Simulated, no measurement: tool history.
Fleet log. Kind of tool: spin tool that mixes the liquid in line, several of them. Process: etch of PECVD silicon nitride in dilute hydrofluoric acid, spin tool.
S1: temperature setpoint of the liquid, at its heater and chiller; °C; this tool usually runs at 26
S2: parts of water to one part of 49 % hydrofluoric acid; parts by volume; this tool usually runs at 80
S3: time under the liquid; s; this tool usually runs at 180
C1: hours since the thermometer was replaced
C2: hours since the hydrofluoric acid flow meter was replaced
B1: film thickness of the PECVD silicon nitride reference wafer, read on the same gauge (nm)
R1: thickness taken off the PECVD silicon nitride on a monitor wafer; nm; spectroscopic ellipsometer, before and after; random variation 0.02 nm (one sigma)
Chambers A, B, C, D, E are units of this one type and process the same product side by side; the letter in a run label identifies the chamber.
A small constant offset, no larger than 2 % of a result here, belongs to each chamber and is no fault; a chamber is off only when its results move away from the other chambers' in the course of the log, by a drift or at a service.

{"run": "1E", "hour": 3.0, "S1": 26, "S2": 80, "S3": 180, "C1": 394.7, "C2": 1638.4, "B1": 109.98, "R1": 4.3528}
{"run": "2B", "hour": 5.5, "S1": 26, "S2": 80, "S3": 180, "C1": 430.1, "C2": 622.0, "B1": 110.0, "R1": 4.4473}
{"run": "3D", "hour": 7.4, "S1": 26, "S2": 80, "S3": 180, "C1": 1197.5, "C2": 1578.9, "B1": 109.99, "R1": 4.4358}
{"run": "4C", "hour": 11.5, "S1": 26, "S2": 80, "S3": 180, "C1": 1653.1, "C2": 1440.1, "B1": 110.05, "R1": 4.3452}
{"hour": 14.4, "done": "chamber D: thermometer replaced"}
{"run": "5A", "hour": 14.9, "S1": 30, "S2": 65, "S3": 180, "C1": 1755.4, "C2": 685.3, "B1": 109.99, "R1": 7.0339}
{"run": "6D", "hour": 17.3, "S1": 30, "S2": 65, "S3": 180, "C1": 3.0, "C2": 1588.8, "B1": 109.98, "R1": 7.078}
{"run": "7E", "hour": 20.4, "S1": 30, "S2": 65, "S3": 180, "C1": 412.1, "C2": 1655.8, "B1": 109.97, "R1": 6.8688}
{"hour": 22.4, "done": "chamber A: hydrofluoric acid flow meter replaced"}
{"run": "8A", "hour": 24.4, "S1": 30, "S2": 65, "S3": 180, "C1": 1764.9, "C2": 2.0, "B1": 110.05, "R1": 7.0159}
{"run": "9C", "hour": 26.7, "S1": 30, "S2": 65, "S3": 180, "C1": 1668.3, "C2": 1455.3, "B1": 110.01, "R1": 6.9392}
{"run": "10B", "hour": 29.5, "S1": 26, "S2": 80, "S3": 180, "C1": 454.1, "C2": 646.0, "B1": 110.02, "R1": 4.4684}
{"run": "11B", "hour": 32.2, "S1": 26, "S2": 80, "S3": 225, "C1": 456.8, "C2": 648.7, "B1": 109.96, "R1": 5.6003}
{"run": "12A", "hour": 35.2, "S1": 26, "S2": 80, "S3": 225, "C1": 1775.7, "C2": 12.8, "B1": 110.01, "R1": 5.6067}
{"run": "13C", "hour": 37.0, "S1": 26, "S2": 80, "S3": 225, "C1": 1678.6, "C2": 1465.6, "B1": 110.01, "R1": 5.3942}
{"run": "14D", "hour": 41.1, "S1": 26, "S2": 80, "S3": 225, "C1": 26.8, "C2": 1612.6, "B1": 110.0, "R1": 5.5477}
{"run": "15E", "hour": 44.4, "S1": 26, "S2": 80, "S3": 225, "C1": 436.1, "C2": 1679.8, "B1": 109.98, "R1": 5.4216}
{"run": "16E", "hour": 47.8, "S1": 26, "S2": 80, "S3": 180, "C1": 439.5, "C2": 1683.2, "B1": 109.98, "R1": 4.3565}
{"run": "17B", "hour": 51.0, "S1": 26, "S2": 80, "S3": 180, "C1": 475.6, "C2": 667.5, "B1": 110.01, "R1": 4.4621}
{"run": "18D", "hour": 55.0, "S1": 26, "S2": 80, "S3": 180, "C1": 40.7, "C2": 1626.5, "B1": 110.01, "R1": 4.4419}
{"run": "19A", "hour": 56.9, "S1": 26, "S2": 80, "S3": 180, "C1": 1797.4, "C2": 34.5, "B1": 109.99, "R1": 4.4995}
{"run": "20C", "hour": 59.1, "S1": 26, "S2": 45, "S3": 180, "C1": 1700.7, "C2": 1487.7, "B1": 110.01, "R1": 7.6283}
{"run": "21A", "hour": 61.4, "S1": 26, "S2": 45, "S3": 180, "C1": 1801.9, "C2": 39.0, "B1": 109.98, "R1": 7.9044}
{"run": "22C", "hour": 64.4, "S1": 26, "S2": 45, "S3": 180, "C1": 1706.0, "C2": 1493.0, "B1": 109.97, "R1": 7.6467}
{"run": "23B", "hour": 68.0, "S1": 26, "S2": 45, "S3": 180, "C1": 492.6, "C2": 684.5, "B1": 110.0, "R1": 7.8378}
{"run": "24E", "hour": 71.2, "S1": 26, "S2": 45, "S3": 180, "C1": 462.9, "C2": 1706.6, "B1": 109.95, "R1": 7.6883}
{"run": "25D", "hour": 75.1, "S1": 26, "S2": 80, "S3": 180, "C1": 60.8, "C2": 1646.6, "B1": 110.04, "R1": 4.4442}
{"run": "26E", "hour": 79.3, "S1": 26, "S2": 80, "S3": 180, "C1": 471.0, "C2": 1714.7, "B1": 110.01, "R1": 4.3455}
{"run": "27C", "hour": 81.4, "S1": 26, "S2": 80, "S3": 180, "C1": 1723.0, "C2": 1510.0, "B1": 110.01, "R1": 4.3801}
{"run": "28D", "hour": 83.6, "S1": 26, "S2": 80, "S3": 180, "C1": 69.3, "C2": 1655.1, "B1": 109.98, "R1": 4.4109}
{"run": "29A", "hour": 87.3, "S1": 26, "S2": 80, "S3": 180, "C1": 1827.8, "C2": 64.9, "B1": 110.03, "R1": 4.5439}
{"run": "30B", "hour": 89.1, "S1": 26, "S2": 80, "S3": 180, "C1": 513.7, "C2": 705.6, "B1": 109.97, "R1": 4.4526}
{"run": "31E", "hour": 92.7, "S1": 26, "S2": 80, "S3": 180, "C1": 484.4, "C2": 1728.1, "B1": 109.96, "R1": 4.3291}
{"run": "32B", "hour": 94.7, "S1": 26, "S2": 80, "S3": 180, "C1": 519.3, "C2": 711.2, "B1": 109.97, "R1": 4.4925}
{"run": "33A", "hour": 97.8, "S1": 26, "S2": 80, "S3": 275, "C1": 1838.3, "C2": 75.4, "B1": 109.99, "R1": 6.9547}
{"run": "34C", "hour": 101.1, "S1": 26, "S2": 80, "S3": 275, "C1": 1742.7, "C2": 1529.7, "B1": 110.03, "R1": 6.6721}
{"run": "35D", "hour": 103.2, "S1": 26, "S2": 80, "S3": 275, "C1": 88.9, "C2": 1674.7, "B1": 109.99, "R1": 6.785}
{"run": "36B", "hour": 106.2, "S1": 26, "S2": 80, "S3": 275, "C1": 530.8, "C2": 722.7, "B1": 109.95, "R1": 6.8512}
{"run": "37E", "hour": 108.4, "S1": 26, "S2": 80, "S3": 275, "C1": 500.1, "C2": 1743.8, "B1": 109.94, "R1": 6.6762}
{"run": "38A", "hour": 112.2, "S1": 26, "S2": 80, "S3": 180, "C1": 1852.7, "C2": 89.8, "B1": 110.0, "R1": 4.6159}
{"run": "39D", "hour": 115.6, "S1": 26, "S2": 80, "S3": 180, "C1": 101.3, "C2": 1687.1, "B1": 109.98, "R1": 4.4276}
{"run": "40C", "hour": 119.2, "S1": 26, "S2": 80, "S3": 180, "C1": 1760.8, "C2": 1547.8, "B1": 109.97, "R1": 4.3525}
{"run": "41C", "hour": 122.5, "S1": 26, "S2": 80, "S3": 180, "C1": 1764.1, "C2": 1551.1, "B1": 110.02, "R1": 4.3398}
{"run": "42D", "hour": 124.7, "S1": 26, "S2": 80, "S3": 180, "C1": 110.4, "C2": 1696.2, "B1": 109.98, "R1": 4.4242}
{"run": "43A", "hour": 128.8, "S1": 26, "S2": 80, "S3": 180, "C1": 1869.3, "C2": 106.4, "B1": 110.03, "R1": 4.6617}
{"run": "44E", "hour": 131.3, "S1": 26, "S2": 80, "S3": 180, "C1": 523.0, "C2": 1766.7, "B1": 110.01, "R1": 4.3512}

What goes on in this fleet: one chamber off, a drifting gauge, or nothing beyond the chambers' own small offsets? Name the chamber and the cause, if any.

One chamber, A, drifts off from the rest bit by bit.
Most likely cause: liquid hotter than its thermometer reads (K) = 0.902.

Here are 4 candidates for chamber A's next run, each the usual settings with a change, their results left as question marks. Which one brings its results back in line with what the others give on the usual settings?
Maximum distance from the other chambers' mean on the usual settings for a result to count as in line: R1 0.0720 nm
{"run": "45A-1", "hour": 134.3, "S1": 26, "S2": 80, "S3": 185, "R1": "?"}
{"run": "45A-2", "hour": 134.3, "S1": 26, "S2": 75, "S3": 180, "R1": "?"}
{"run": "45A-3", "hour": 134.3, "S1": 26, "S2": 80, "S3": 175, "R1": "?"}
{"run": "45A-4", "hour": 134.3, "S1": 26, "S2": 85, "S3": 180, "R1": "?"}

What the other chambers average on the usual settings: R1 4.3977 nm
run=45A-1 R1=4.7919
run=45A-2 R1=4.9702
run=45A-3 R1=4.5329
run=45A-4 R1=4.3898
45A-4 is the one that brings the chamber's results back in line with the other chambers.
